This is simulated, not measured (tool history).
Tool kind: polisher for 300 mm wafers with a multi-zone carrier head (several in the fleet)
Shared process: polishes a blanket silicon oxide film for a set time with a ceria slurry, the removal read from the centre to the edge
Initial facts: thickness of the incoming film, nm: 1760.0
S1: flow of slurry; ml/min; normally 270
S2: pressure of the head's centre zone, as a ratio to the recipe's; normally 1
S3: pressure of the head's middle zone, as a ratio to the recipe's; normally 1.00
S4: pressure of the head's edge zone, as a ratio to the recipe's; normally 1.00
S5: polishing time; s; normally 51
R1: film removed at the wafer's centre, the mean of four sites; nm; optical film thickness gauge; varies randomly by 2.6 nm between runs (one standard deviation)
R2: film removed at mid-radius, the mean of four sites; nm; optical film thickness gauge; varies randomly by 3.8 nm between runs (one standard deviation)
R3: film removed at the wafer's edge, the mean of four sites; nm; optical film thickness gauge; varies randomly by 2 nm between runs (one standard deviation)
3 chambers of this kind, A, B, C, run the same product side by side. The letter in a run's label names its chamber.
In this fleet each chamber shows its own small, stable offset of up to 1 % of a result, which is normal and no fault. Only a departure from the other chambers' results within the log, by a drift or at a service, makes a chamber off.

Run 1C, hour 5.7: usual settings. Result: R1 256.29 nm, R2 253.30 nm, R3 254.20 nm.
Run 2A, hour 9.4: usual settings. Result: R1 250.33 nm, R2 251.81 nm, R3 250.63 nm.
At hour 14.4: chamber A: worn pad replaced by a new one.
Run 3B, hour 16.8: usual settings. Result: R1 255.64 nm, R2 258.85 nm, R3 255.80 nm.
At hour 18.1: chamber C: worn pad replaced by a new one.
Run 4B, hour 20.8: usual settings. Result: R1 251.37 nm, R2 254.16 nm, R3 250.03 nm.
Run 5C, hour 26.1: usual settings but S3 1.05. Result: R1 254.66 nm, R2 272.54 nm, R3 254.76 nm.
Run 6A, hour 33.7: usual settings but S3 1.05. Result: R1 252.28 nm, R2 264.66 nm, R3 252.13 nm.
Run 7A, hour 39.5: usual settings but S3 1.05. Result: R1 257.44 nm, R2 269.98 nm, R3 249.71 nm.
Run 8C, hour 44.8: usual settings. Result: R1 251.95 nm, R2 254.36 nm, R3 251.94 nm.
Run 9B, hour 48.9: usual settings but S3 0.95, S4 0.96. Result: R1 252.27 nm, R2 243.97 nm, R3 250.12 nm.
Run 10B, hour 54.4: usual settings but S3 0.95, S4 0.96. Result: R1 256.60 nm, R2 238.79 nm, R3 248.37 nm.
At hour 56.8: chamber A: worn pad replaced by a new one.
Run 11C, hour 57.8: usual settings but S3 0.95, S4 0.96. Result: R1 254.71 nm, R2 237.17 nm, R3 247.35 nm.
At hour 60.1: chamber B: worn pad replaced by a new one.
Run 12A, hour 64.5: usual settings. Result: R1 252.31 nm, R2 250.77 nm, R3 251.24 nm.
Run 13A, hour 71.1: usual settings. Result: R1 245.35 nm, R2 253.86 nm, R3 254.35 nm.
Run 14B, hour 75.6: usual settings. Result: R1 254.60 nm, R2 250.67 nm, R3 253.49 nm.
At hour 77.8: chamber A: slurry nozzle cleaned.
Run 15C, hour 83.0: usual settings. Result: R1 255.77 nm, R2 258.38 nm, R3 254.49 nm.
Run 16B, hour 87.6: usual settings but S4 0.93, S5 36 s. Result: R1 184.08 nm, R2 180.94 nm, R3 171.85 nm.
Run 17C, hour 94.1: usual settings but S4 0.93, S5 36 s. Result: R1 174.89 nm, R2 182.86 nm, R3 174.11 nm.
At hour 96.9: chamber A: worn pad replaced by a new one.
At hour 97.0: chamber C: worn pad replaced by a new one.
Run 18A, hour 98.5: usual settings but S4 0.93, S5 36 s. Result: R1 179.19 nm, R2 178.90 nm, R3 173.84 nm.
Run 19C, hour 104.1: usual settings. Result: R1 254.90 nm, R2 251.71 nm, R3 254.65 nm.
Run 20B, hour 108.4: usual settings. Result: R1 258.93 nm, R2 250.97 nm, R3 254.70 nm.
Run 21A, hour 112.9: usual settings. Result: R1 252.45 nm, R2 252.02 nm, R3 253.30 nm.
At hour 117.0: chamber B: worn pad replaced by a new one.
Run 22B, hour 118.9: usual settings but S5 40 s. Result: R1 198.83 nm, R2 196.95 nm, R3 200.26 nm.
Run 23A, hour 125.1: usual settings but S5 40 s. Result: R1 197.34 nm, R2 204.62 nm, R3 198.86 nm.
Run 24C, hour 129.1: usual settings but S5 40 s. Result: R1 198.29 nm, R2 196.63 nm, R3 196.74 nm.
Run 25A, hour 133.1: usual settings but S4 1.08, S5 66 s. Result: R1 330.66 nm, R2 335.34 nm, R3 336.93 nm.
Run 26B, hour 136.6: usual settings but S4 1.08, S5 66 s. Result: R1 330.27 nm, R2 324.43 nm, R3 344.91 nm.
Run 27C, hour 142.7: usual settings but S4 1.08, S5 66 s. Result: R1 334.80 nm, R2 326.01 nm, R3 344.10 nm.
Run 28A, hour 146.2: usual settings. Result: R1 251.98 nm, R2 258.55 nm, R3 252.71 nm.
Run 29C, hour 150.6: usual settings. Result: R1 254.75 nm, R2 260.89 nm, R3 256.43 nm.
Run 30B, hour 155.9: usual settings. Result: R1 256.61 nm, R2 252.83 nm, R3 252.30 nm.

Next, every chamber runs the same settings. What will each give?
Run 31A, hour 161.3: usual settings. Result: R1 ?, R2 ?, R3 ?.
Run 31B, hour 161.3: usual settings. Result: R1 ?, R2 ?, R3 ?.
Run 31C, hour 161.3: usual settings. Result: R1 ?, R2 ?, R3 ?.

run      R1      R2      R3
31A  253.21  253.34  248.67
31B  254.87  264.79  254.19
31C  254.68  251.22  253.72

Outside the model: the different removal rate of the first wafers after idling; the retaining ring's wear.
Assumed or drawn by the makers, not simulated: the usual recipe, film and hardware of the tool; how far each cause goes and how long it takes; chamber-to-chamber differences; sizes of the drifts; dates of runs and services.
